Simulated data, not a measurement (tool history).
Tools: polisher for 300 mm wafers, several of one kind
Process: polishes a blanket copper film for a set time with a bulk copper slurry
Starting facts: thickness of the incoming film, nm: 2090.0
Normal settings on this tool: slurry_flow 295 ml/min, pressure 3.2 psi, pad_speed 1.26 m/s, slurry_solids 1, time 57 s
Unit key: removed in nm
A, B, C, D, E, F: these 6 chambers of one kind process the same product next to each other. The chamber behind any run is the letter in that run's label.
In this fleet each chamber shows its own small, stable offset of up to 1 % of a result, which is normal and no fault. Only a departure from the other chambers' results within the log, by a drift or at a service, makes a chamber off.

run     day  slurry_flow  pressure  pad_speed  slurry_solids  time  removed
      0.004  -- chamber C: worn pad replaced by a new one
      0.012  -- chamber F: worn pad replaced by a new one
      0.221  -- chamber A: worn pad replaced by a new one
 1D   0.317          295       3.2       1.26              1    57   883.44
 2E   0.717          295       3.2       1.26              1    57   876.02
      0.933  -- chamber E: head pressure recalibrated
 3A   1.046          295       3.2       1.26              1    57   892.83
 4F   1.362          295       3.2       1.26              1    57   883.84
      1.542  -- chamber D: worn pad replaced by a new one
      1.604  -- chamber B: worn pad replaced by a new one
      1.638  -- chamber E: worn pad replaced by a new one
 5B   1.762          295       3.2       1.26              1    57   898.68
      1.917  -- chamber A: slurry blender recalibrated
 6C   2.204          295       3.2       1.26              1    57   894.68
 7F   2.788          295       3.2       1.26              1    57   907.13
      3.017  -- chamber A: slurry nozzle cleaned
 8A   3.446          295       3.2       1.26              1    57   899.28
 9D    3.95          295       3.2       1.26              1    57   874.87
      3.996  -- chamber C: worn pad replaced by a new one
      4.225  -- chamber F: worn pad replaced by a new one
10E   4.246          295       3.2       1.26              1    57   894.85
      4.433  -- chamber E: slurry blender recalibrated
      4.671  -- chamber A: worn pad replaced by a new one
11C   4.812          295       3.2       1.26              1    57   902.57
      5.092  -- chamber B: slurry nozzle cleaned
      5.229  -- chamber E: worn pad replaced by a new one
12B   5.338          295       3.2       1.26              1    57    881.8
       5.75  -- chamber B: slurry blender recalibrated
      5.758  -- chamber D: worn pad replaced by a new one
13F   5.896          295       3.2       1.26              1    57   900.54
       6.35  -- chamber E: slurry nozzle cleaned
14D   6.379          295       3.2       1.26              1    57   896.24
        6.5  -- chamber B: worn pad replaced by a new one
      6.554  -- chamber B: head pressure recalibrated
15B     6.9          295       3.2       1.26              1    57   776.23
16C   7.421          295       3.2       1.26              1    57   902.46
        7.5  -- chamber C: worn pad replaced by a new one
      7.742  -- chamber F: slurry blender recalibrated
       7.85  -- chamber F: worn pad replaced by a new one
17A   7.883          295       3.2       1.26              1    57   909.68
      8.162  -- chamber C: slurry blender recalibrated
18E   8.275          295       3.2       1.26              1    57   875.33
19F   8.833          295       3.2       1.26              1    57   901.18
      8.846  -- chamber E: worn pad replaced by a new one
      9.246  -- chamber A: worn pad replaced by a new one
20D   9.346          230       3.2       1.26              1    57   871.59
      9.458  -- chamber D: worn pad replaced by a new one
21C   9.833          230       3.2       1.26              1    57   884.29
22B  10.425          230       3.2       1.26              1    57   771.48
     10.429  -- chamber D: slurry nozzle cleaned
     10.625  -- chamber C: slurry nozzle cleaned
      10.65  -- chamber D: slurry blender recalibrated
23A  10.792          230       3.2       1.26              1    57   855.13
24E  11.092          230       3.2       1.26              1    57   861.64
     11.267  -- chamber E: slurry blender recalibrated
25C  11.492          230       3.2       1.26              1    57   852.14
      11.55  -- chamber C: worn pad replaced by a new one
26A  11.842          295       3.2       1.26              1    57   897.58
     11.933  -- chamber B: worn pad replaced by a new one
     12.225  -- chamber F: worn pad replaced by a new one
27D    12.3          295       2.6       1.26              1    57   731.53
28F  12.875          295       2.6       1.26              1    57    717.2
     13.188  -- chamber E: worn pad replaced by a new one
29B  13.508          295       2.6       1.26              1    57   634.79
     13.525  -- chamber A: worn pad replaced by a new one
     13.838  -- chamber D: worn pad replaced by a new one
30E  13.883          295       2.6       1.26              1    57   721.29
31F  14.562          295       2.6       1.26              1    57   729.12
32B  15.171          295       2.6       1.26              1    57    635.8
     15.412  -- chamber C: worn pad replaced by a new one
33C  15.579          295       3.2       1.26              1    57   899.83
       15.7  -- chamber F: slurry blender recalibrated
34A  16.067          295       3.2       1.26              1    57   866.99
35D  16.396          295       3.2       1.26              1    57   878.85
     16.417  -- chamber F: worn pad replaced by a new one
     16.546  -- chamber E: worn pad replaced by a new one
     16.592  -- chamber B: worn pad replaced by a new one
36E  16.829          295       3.2       1.26              1    57   889.48
     16.962  -- chamber A: worn pad replaced by a new one
37A  17.246          295       3.2       1.26              1    57   874.21
     17.338  -- chamber E: head pressure recalibrated
     17.512  -- chamber D: worn pad replaced by a new one
38C  17.808          295       3.2       1.26              1    57    892.5
39B  18.433          295       3.2       1.26              1    57   791.95
40E  18.942          295       3.2       1.26              1    57   890.14
41F  19.379          295       3.2       1.26              1    57   883.97
42D  19.717          200       3.2       0.94              1    57   636.23

The same settings go to every chamber for the next run, one line per chamber below. Forecast the results for each:
43A  20.204          295       3.7       1.26              1    57        ?
43B  20.204          295       3.7       1.26              1    57        ?
43C  20.204          295       3.7       1.26              1    57        ?
43D  20.204          295       3.7       1.26              1    57        ?
43E  20.204          295       3.7       1.26              1    57        ?
43F  20.204          295       3.7       1.26              1    57        ?

run  removed
43A   1043.8
43B   920.38
43C   1049.5
43D   1027.1
43E   1003.1
43F   1047.6

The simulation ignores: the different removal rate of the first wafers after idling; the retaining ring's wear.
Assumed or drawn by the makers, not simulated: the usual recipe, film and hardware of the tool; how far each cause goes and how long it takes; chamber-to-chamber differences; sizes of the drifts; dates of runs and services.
